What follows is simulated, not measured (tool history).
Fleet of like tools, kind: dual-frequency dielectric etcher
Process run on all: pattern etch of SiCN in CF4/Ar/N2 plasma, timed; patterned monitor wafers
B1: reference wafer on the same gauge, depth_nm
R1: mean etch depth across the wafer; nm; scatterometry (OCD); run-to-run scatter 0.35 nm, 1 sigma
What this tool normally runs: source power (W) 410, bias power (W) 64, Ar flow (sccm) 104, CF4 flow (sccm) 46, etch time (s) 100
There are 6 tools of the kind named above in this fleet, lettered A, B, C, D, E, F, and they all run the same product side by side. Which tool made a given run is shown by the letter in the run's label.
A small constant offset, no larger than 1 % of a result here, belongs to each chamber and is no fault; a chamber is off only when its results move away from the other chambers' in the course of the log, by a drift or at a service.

Run 1A, hour 5.9: usual settings; B1 67.84. Result: R1 70.704 nm.
Run 2F, hour 10.7: usual settings; B1 67.936. Result: R1 71.875 nm.
Run 3B, hour 13.6: usual settings; B1 67.897. Result: R1 70.558 nm.
Run 4C, hour 16.3: usual settings; B1 67.908. Result: R1 71.136 nm.
Run 5D, hour 21.4: usual settings; B1 67.997. Result: R1 71.205 nm.
Run 6E, hour 24.3: usual settings; B1 67.885. Result: R1 70.087 nm.
Run 7D, hour 28.3: usual settings; B1 67.905. Result: R1 70.802 nm.
Run 8F, hour 34.2: usual settings; B1 67.897. Result: R1 71.149 nm.
Run 9A, hour 38.1: usual settings; B1 67.896. Result: R1 70.629 nm.
Run 10B, hour 41.3: usual settings; B1 67.944. Result: R1 70.737 nm.
Run 11C, hour 45.7: usual settings; B1 67.89. Result: R1 71.245 nm.
At hour 50.7: chamber C: wet clean of the chamber.
Run 12E, hour 51.3: usual settings; B1 67.964. Result: R1 69.997 nm.
Run 13F, hour 54.8: usual settings; B1 67.862. Result: R1 70.212 nm.
Run 14A, hour 58.1: usual settings but CF4 flow (sccm) 36; B1 67.915. Result: R1 67.622 nm.
Run 15E, hour 60.7: usual settings but CF4 flow (sccm) 36; B1 67.86. Result: R1 66.898 nm.
At hour 62.6: chamber B: wet clean of the chamber.
Run 16D, hour 66.3: usual settings but CF4 flow (sccm) 36; B1 67.82. Result: R1 67.954 nm.
Run 17C, hour 69: usual settings but CF4 flow (sccm) 36; B1 67.883. Result: R1 68.383 nm.
Run 18B, hour 74.1: usual settings but CF4 flow (sccm) 36; B1 67.914. Result: R1 68.313 nm.
Run 19F, hour 79.6: usual settings but CF4 flow (sccm) 36; B1 67.959. Result: R1 66.794 nm.
Run 20A, hour 83.2: usual settings but source power (W) 440; B1 67.899. Result: R1 75.082 nm.
Run 21C, hour 87.3: usual settings but source power (W) 440; B1 67.975. Result: R1 75.59 nm.
Run 22E, hour 92.2: usual settings but source power (W) 440; B1 67.934. Result: R1 74.766 nm.
Run 23B, hour 95: usual settings but source power (W) 440; B1 67.95. Result: R1 75.001 nm.
Run 24D, hour 99.1: usual settings but source power (W) 440; B1 67.972. Result: R1 74.818 nm.
Run 25B, hour 104.6: usual settings but source power (W) 440; B1 67.889. Result: R1 75.176 nm.
Run 26C, hour 107.6: usual settings but bias power (W) 55, CF4 flow (sccm) 54; B1 67.919. Result: R1 68.748 nm.
Run 27E, hour 110.4: usual settings but bias power (W) 55, CF4 flow (sccm) 54; B1 67.905. Result: R1 68.822 nm.
Run 28D, hour 113.4: usual settings but bias power (W) 55, CF4 flow (sccm) 54; B1 67.869. Result: R1 68.718 nm.
Run 29F, hour 117.5: usual settings but bias power (W) 55, CF4 flow (sccm) 54; B1 67.901. Result: R1 67.106 nm.
Run 30A, hour 120.3: usual settings but bias power (W) 55, CF4 flow (sccm) 54; B1 67.917. Result: R1 68.833 nm.
Run 31D, hour 124.9: usual settings but bias power (W) 55, CF4 flow (sccm) 54; B1 67.996. Result: R1 68.297 nm.
Run 32B, hour 128.6: usual settings; B1 67.976. Result: R1 71.085 nm.
At hour 131.3: chamber E: bias power generator calibrated.
Run 33A, hour 134.5: usual settings; B1 67.909. Result: R1 71.164 nm.
Run 34E, hour 137.3: usual settings; B1 67.793. Result: R1 70.742 nm.
Run 35C, hour 140: usual settings but source power (W) 490, Ar flow (sccm) 124; B1 67.899. Result: R1 80.071 nm.
Run 36F, hour 145.6: usual settings but source power (W) 490, Ar flow (sccm) 124; B1 67.82. Result: R1 77.512 nm.
Run 37A, hour 150.5: usual settings but source power (W) 490, Ar flow (sccm) 124; B1 67.922. Result: R1 80.003 nm.

One chamber off, gauge drift, or nothing amiss beyond the chambers' own small offsets? If it is a chamber, which one, and what is the likeliest cause?

It is chamber F that slowly wanders off from its peers.
Cause: etch rate under this chamber's usual, % = 3.8.
It could be hard to tell apart here from: source power that arrives under what is set, %.

Here are 4 candidates for chamber F's next run, each the usual settings with a change, their results left as question marks. Which one brings its results back in line with what the others give on the usual settings?
In line means no further than this from the other chambers' mean on the usual settings: R1 1.2 nm
Run 38F-1, hour 154.7: usual settings but bias power (W) 63, etch time (s) 94. Result: R1 ?.
Run 38F-2, hour 154.7: usual settings but etch time (s) 103.5. Result: R1 ?.
Run 38F-3, hour 154.7: usual settings but source power (W) 420, bias power (W) 65, etch time (s) 104. Result: R1 ?.
Run 38F-4, hour 154.7: usual settings but bias power (W) 58. Result: R1 ?.

Usual-settings mean across the other chambers: R1 70.903 nm
  run      R1
38F-1  64.001
38F-2  70.877
38F-3  73.169
38F-4  66.072
38F-2 brings the chamber back in line.
